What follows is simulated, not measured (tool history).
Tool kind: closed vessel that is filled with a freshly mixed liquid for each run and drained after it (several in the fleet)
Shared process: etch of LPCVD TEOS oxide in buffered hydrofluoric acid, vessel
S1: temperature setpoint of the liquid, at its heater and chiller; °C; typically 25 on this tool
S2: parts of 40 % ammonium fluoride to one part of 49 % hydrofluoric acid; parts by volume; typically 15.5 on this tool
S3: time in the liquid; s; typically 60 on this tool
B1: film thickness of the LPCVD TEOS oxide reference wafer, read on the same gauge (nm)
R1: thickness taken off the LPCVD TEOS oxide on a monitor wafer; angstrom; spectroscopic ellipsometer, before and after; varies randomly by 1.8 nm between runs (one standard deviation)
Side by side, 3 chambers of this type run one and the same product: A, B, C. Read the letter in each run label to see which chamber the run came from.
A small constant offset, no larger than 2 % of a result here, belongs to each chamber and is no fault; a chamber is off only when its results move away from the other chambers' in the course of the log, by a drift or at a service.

run	hour	S1	S2	S3	B1	R1
1B	8.4	25	15.5	60	29.992	2204.5
2C	14.4	25	15.5	60	30.017	2238.6
3A	20.0	25	15.5	60	29.980	2249.4
4B	24.4	25	15.5	60	30.005	2234.1
5C	32.9	25	15.5	60	29.968	2239.4
6A	36.9	25	15.5	60	30.011	2233.2
7C	45.6	25	15.5	60	30.000	2276.6
8B	50.9	25	15.5	60	30.002	2236.1
9A	54.8	25	15.5	60	30.014	2184.5
10A	61.9	25	15.5	60	30.003	2253.7
11B	68.6	25	15.5	60	29.993	2262.0
12C	72.5	22	15.5	60	29.985	1887.0
13B	77.0	22	15.5	60	29.975	1933.6
14A	81.5	22	15.5	60	29.978	1923.2
15C	90.4	25	15.5	45	29.998	1692.3
16A	95.7	25	15.5	45	30.003	1706.9
17C	101.9	25	15.5	45	30.006	1692.5
18B	107.4	25	12.5	90	29.998	4107.7
19B	115.3	25	12.5	90	29.983	4122.9
20C	123.8	25	12.5	90	30.042	4166.2
# hour 125.6: chamber C: hydrofluoric acid flow meter replaced
21A	131.7	25	15.5	60	30.047	2346.2
22A	136.8	25	15.5	60	30.010	2347.1
23C	145.7	25	15.5	60	29.974	2233.1
24B	151.1	25	15.5	30	30.045	1121.4
# hour 156.6: chamber A: thermometer replaced
25C	157.7	25	15.5	30	30.009	1123.8
26B	166.3	25	15.5	30	29.999	1114.2
27A	172.4	25	15.5	60	29.977	2372.6
28C	176.7	23	13.5	60	30.020	2294.7
29B	180.6	23	13.5	60	29.986	2294.2
30A	186.7	23	13.5	60	30.023	2428.0
31A	191.1	25	15.5	60	29.936	2377.8
32C	196.4	25	15.5	60	29.977	2258.6
33B	203.0	25	15.5	60	29.994	2249.6
34A	210.5	25	15.5	60	29.968	2422.5

Has any chamber moved away from the others, gradually or after a service, or does the common gauge drift, or do the chambers differ only by their own small steady offsets? State the chamber and the most likely cause if one applies.

One chamber, A, drifts off from the rest bit by bit.
Likeliest cause: hydrofluoric acid flow above the setpoint (%) = 9.11.

Below are 4 candidate recipes for chamber A's next run, each the usual settings with a change, their results shown as question marks. Which of them brings A's results back in line with what the other chambers give on the usual settings?
Maximum distance from the other chambers' mean on the usual settings for a result to count as in line: R1 66.0 angstrom
35A-1	217.0	22.5	15.5	60		?
35A-2	217.0	26.5	15.5	60		?
35A-3	217.0	25.5	15.0	65		?
35A-4	217.0	23.5	15.5	60		?

The mean the other chambers reach with the usual settings: R1 2249.1 angstrom
run	R1
35A-1	2120.7
35A-2	2636.6
35A-3	2794.0
35A-4	2240.5
With 35A-4, the chamber falls back in line with the rest.

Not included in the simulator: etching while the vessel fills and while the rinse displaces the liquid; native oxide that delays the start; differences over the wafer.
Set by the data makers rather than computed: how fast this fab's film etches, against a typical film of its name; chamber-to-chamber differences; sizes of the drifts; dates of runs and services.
